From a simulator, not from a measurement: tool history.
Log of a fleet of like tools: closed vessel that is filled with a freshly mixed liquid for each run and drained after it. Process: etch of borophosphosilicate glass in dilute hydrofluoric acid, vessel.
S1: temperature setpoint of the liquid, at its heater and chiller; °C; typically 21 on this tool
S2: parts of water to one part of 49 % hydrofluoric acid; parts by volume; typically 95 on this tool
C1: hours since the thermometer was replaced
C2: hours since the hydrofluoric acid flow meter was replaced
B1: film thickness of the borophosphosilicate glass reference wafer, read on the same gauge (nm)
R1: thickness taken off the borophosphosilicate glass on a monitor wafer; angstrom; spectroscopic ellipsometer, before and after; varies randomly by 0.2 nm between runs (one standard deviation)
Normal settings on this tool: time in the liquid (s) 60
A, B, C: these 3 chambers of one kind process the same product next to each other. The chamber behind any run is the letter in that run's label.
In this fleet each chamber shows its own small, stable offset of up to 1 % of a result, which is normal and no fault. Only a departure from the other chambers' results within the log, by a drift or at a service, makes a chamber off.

Run 1A, day 0.208: usual settings; C1 158.4; C2 47.9; B1 129.99. Result: R1 395.51 angstrom.
Run 2C, day 0.442: usual settings; C1 429.3; C2 665.0; B1 130.01. Result: R1 393.49 angstrom.
Run 3B, day 0.642: usual settings; C1 73.5; C2 1413.4; B1 130.01. Result: R1 399.81 angstrom.
Run 4A, day 0.883: usual settings; C1 174.6; C2 64.1; B1 130.00. Result: R1 394.35 angstrom.
Run 5B, day 1.129: usual settings but time in the liquid (s) 45; C1 85.2; C2 1425.1; B1 130.01. Result: R1 296.79 angstrom.
Run 6C, day 1.288: usual settings but time in the liquid (s) 45; C1 449.6; C2 685.3; B1 130.00. Result: R1 299.23 angstrom.
Run 7B, day 1.412: usual settings but time in the liquid (s) 45; C1 92.0; C2 1431.9; B1 129.99. Result: R1 296.56 angstrom.
Run 8A, day 1.529: usual settings; C1 190.1; C2 79.6; B1 129.97. Result: R1 395.57 angstrom.
Run 9C, day 1.742: usual settings; C1 460.5; C2 696.2; B1 130.00. Result: R1 397.33 angstrom.
Run 10C, day 1.979: usual settings; C1 466.2; C2 701.9; B1 130.01. Result: R1 395.16 angstrom.
Run 11B, day 2.133: usual settings; C1 109.3; C2 1449.2; B1 130.00. Result: R1 395.62 angstrom.
Run 12A, day 2.254: usual settings; C1 207.5; C2 97.0; B1 129.99. Result: R1 389.97 angstrom.
Run 13B, day 2.500: usual settings but time in the liquid (s) 80; C1 118.1; C2 1458.0; B1 130.02. Result: R1 526.22 angstrom.
Run 14C, day 2.621: usual settings but time in the liquid (s) 80; C1 481.6; C2 717.3; B1 129.99. Result: R1 531.59 angstrom.
Run 15A, day 2.800: usual settings but time in the liquid (s) 80; C1 220.6; C2 110.1; B1 130.01. Result: R1 526.31 angstrom.
Run 16A, day 2.962: usual settings; C1 224.5; C2 114.0; B1 130.00. Result: R1 394.81 angstrom.
Run 17B, day 3.133: usual settings; C1 133.3; C2 1473.2; B1 130.00. Result: R1 395.26 angstrom.
Run 18C, day 3.321: usual settings; C1 498.4; C2 734.1; B1 129.99. Result: R1 395.56 angstrom.
Run 19C, day 3.546: usual settings; C1 503.8; C2 739.5; B1 130.00. Result: R1 397.46 angstrom.
Run 20A, day 3.700: usual settings; C1 242.2; C2 131.7; B1 130.01. Result: R1 394.72 angstrom.
Run 21B, day 3.896: usual settings; C1 151.6; C2 1491.5; B1 130.02. Result: R1 399.38 angstrom.
Run 22B, day 4.096: usual settings; C1 156.4; C2 1496.3; B1 130.00. Result: R1 396.32 angstrom.
Run 23C, day 4.317: usual settings; C1 522.3; C2 758.0; B1 130.02. Result: R1 394.03 angstrom.
Run 24A, day 4.542: usual settings; C1 262.4; C2 151.9; B1 130.01. Result: R1 394.30 angstrom.
Run 25B, day 4.688: usual settings; C1 170.6; C2 1510.5; B1 130.01. Result: R1 394.51 angstrom.
Run 26A, day 4.875: usual settings but time in the liquid (s) 45; C1 270.4; C2 159.9; B1 129.98. Result: R1 295.72 angstrom.
Run 27C, day 5.000: usual settings but time in the liquid (s) 45; C1 538.7; C2 774.4; B1 130.00. Result: R1 296.80 angstrom.
Run 28B, day 5.204: usual settings but time in the liquid (s) 45; C1 183.0; C2 1522.9; B1 130.00. Result: R1 297.29 angstrom.
Run 29A, day 5.412: usual settings; C1 283.3; C2 172.8; B1 130.00. Result: R1 393.88 angstrom.
Run 30C, day 5.608: usual settings; C1 553.3; C2 789.0; B1 130.01. Result: R1 396.15 angstrom.
Run 31B, day 5.746: usual settings; C1 196.0; C2 1535.9; B1 130.01. Result: R1 396.26 angstrom.

Does one chamber stand apart from the rest, does the shared gauge drift, or is all well apart from small per-chamber offsets? Give the chamber and the most likely cause, where there is one.

No chamber stands off beyond its own small offset, and the gauge holds steady.
